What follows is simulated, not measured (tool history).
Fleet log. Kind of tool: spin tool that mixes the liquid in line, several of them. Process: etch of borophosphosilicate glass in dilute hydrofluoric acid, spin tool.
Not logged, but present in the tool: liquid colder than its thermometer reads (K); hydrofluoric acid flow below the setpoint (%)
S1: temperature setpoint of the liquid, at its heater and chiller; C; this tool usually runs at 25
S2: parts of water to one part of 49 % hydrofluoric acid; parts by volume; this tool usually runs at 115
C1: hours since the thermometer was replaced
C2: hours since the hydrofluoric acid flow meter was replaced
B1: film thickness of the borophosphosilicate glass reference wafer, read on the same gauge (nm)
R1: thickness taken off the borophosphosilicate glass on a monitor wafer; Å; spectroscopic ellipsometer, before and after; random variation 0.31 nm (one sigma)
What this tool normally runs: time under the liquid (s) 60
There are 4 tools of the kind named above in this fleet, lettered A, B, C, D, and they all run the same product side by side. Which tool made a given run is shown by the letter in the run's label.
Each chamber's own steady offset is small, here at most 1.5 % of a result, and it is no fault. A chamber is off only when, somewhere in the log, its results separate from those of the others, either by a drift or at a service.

Run 1A, hour 6.3: usual settings; C1 136.2; C2 1460.9; B1 79.974. Result: R1 386.83 Å.
Run 2B, hour 15.4: usual settings; C1 1663.5; C2 1178.5; B1 80.035. Result: R1 380.92 Å.
Run 3C, hour 24.9: usual settings; C1 434.1; C2 1532.4; B1 79.963. Result: R1 380.67 Å.
Run 4D, hour 35.0: usual settings; C1 769.7; C2 282.3; B1 79.992. Result: R1 389.62 Å.
Run 5A, hour 43.9: usual settings; C1 173.8; C2 1498.5; B1 80.052. Result: R1 392.99 Å.
Run 6B, hour 51.3: usual settings; C1 1699.4; C2 1214.4; B1 80.011. Result: R1 380.71 Å.
Run 7D, hour 62.3: usual settings; C1 797.0; C2 309.6; B1 79.990. Result: R1 382.86 Å.
Run 8C, hour 73.0: usual settings; C1 482.2; C2 1580.5; B1 80.020. Result: R1 390.47 Å.
Run 9C, hour 86.0: usual settings; C1 495.2; C2 1593.5; B1 80.005. Result: R1 390.97 Å.
Run 10B, hour 97.5: usual settings; C1 1745.6; C2 1260.6; B1 79.989. Result: R1 378.11 Å.
Run 11A, hour 109.4: usual settings; C1 239.3; C2 1564.0; B1 79.971. Result: R1 394.80 Å.
Run 12D, hour 116.8: usual settings but S2 140 parts by volume, time under the liquid (s) 90; C1 851.5; C2 364.1; B1 80.036. Result: R1 446.21 Å.
Run 13C, hour 123.5: usual settings but S2 140 parts by volume, time under the liquid (s) 90; C1 532.7; C2 1631.0; B1 80.053. Result: R1 462.56 Å.
Run 14B, hour 132.1: usual settings but S2 140 parts by volume, time under the liquid (s) 90; C1 1780.2; C2 1295.2; B1 79.967. Result: R1 459.09 Å.
At hour 139.5: chamber B: thermometer replaced.
Run 15D, hour 143.1: usual settings but S2 140 parts by volume, time under the liquid (s) 90; C1 877.8; C2 390.4; B1 79.997. Result: R1 440.53 Å.
Run 16A, hour 149.1: usual settings; C1 279.0; C2 1603.7; B1 79.979. Result: R1 385.23 Å.
Run 17D, hour 156.2: usual settings; C1 890.9; C2 403.5; B1 79.993. Result: R1 372.62 Å.
Run 18C, hour 166.9: usual settings; C1 576.1; C2 1674.4; B1 80.031. Result: R1 384.59 Å.
Run 19B, hour 174.1: usual settings; C1 34.7; C2 1337.2; B1 79.977. Result: R1 380.56 Å.
Run 20A, hour 183.0: usual settings; C1 312.9; C2 1637.6; B1 79.975. Result: R1 392.97 Å.
Run 21B, hour 189.5: usual settings; C1 50.1; C2 1352.6; B1 79.998. Result: R1 380.79 Å.
Run 22C, hour 196.3: usual settings; C1 605.5; C2 1703.8; B1 79.998. Result: R1 380.17 Å.
Run 23D, hour 208.9: usual settings; C1 943.6; C2 456.2; B1 79.953. Result: R1 355.90 Å.
Run 24A, hour 220.7: usual settings; C1 350.6; C2 1675.3; B1 79.957. Result: R1 386.53 Å.
Run 25D, hour 230.3: usual settings; C1 965.0; C2 477.6; B1 79.989. Result: R1 356.77 Å.
Run 26B, hour 243.0: usual settings; C1 103.6; C2 1406.1; B1 79.985. Result: R1 384.02 Å.

Read the log: is a single chamber off, either drifting away or since a service, is the gauge that measures every chamber drifting, or is nothing wrong beyond small per-chamber offsets? Name any odd chamber and what most likely caused it.

Chamber D drifts away from the others.
What lies behind it: liquid colder than its thermometer reads (K) = 2.35.
It could be hard to tell apart here from: hydrofluoric acid flow below the setpoint (%).

Which of the 4 candidates below, each the usual settings with something changed and its results left as question marks, puts chamber D back in line with what the other chambers give on the usual settings?
To be in line, a result may differ from the other chambers' mean on the usual settings by at most: R1 11.00 Å
Run 27D-1, hour 252.5: usual settings but S1 26 C. Result: R1 ?.
Run 27D-2, hour 252.5: usual settings but time under the liquid (s) 55. Result: R1 ?.
Run 27D-3, hour 252.5: usual settings but S1 24 C. Result: R1 ?.
Run 27D-4, hour 252.5: usual settings but time under the liquid (s) 65. Result: R1 ?.

What the other chambers average on the usual settings: R1 384.83 Å
  run      R1
27D-1  368.88
27D-2  325.04
27D-3  340.73
27D-4  384.14
27D-4 puts the chamber back in line with the other chambers.
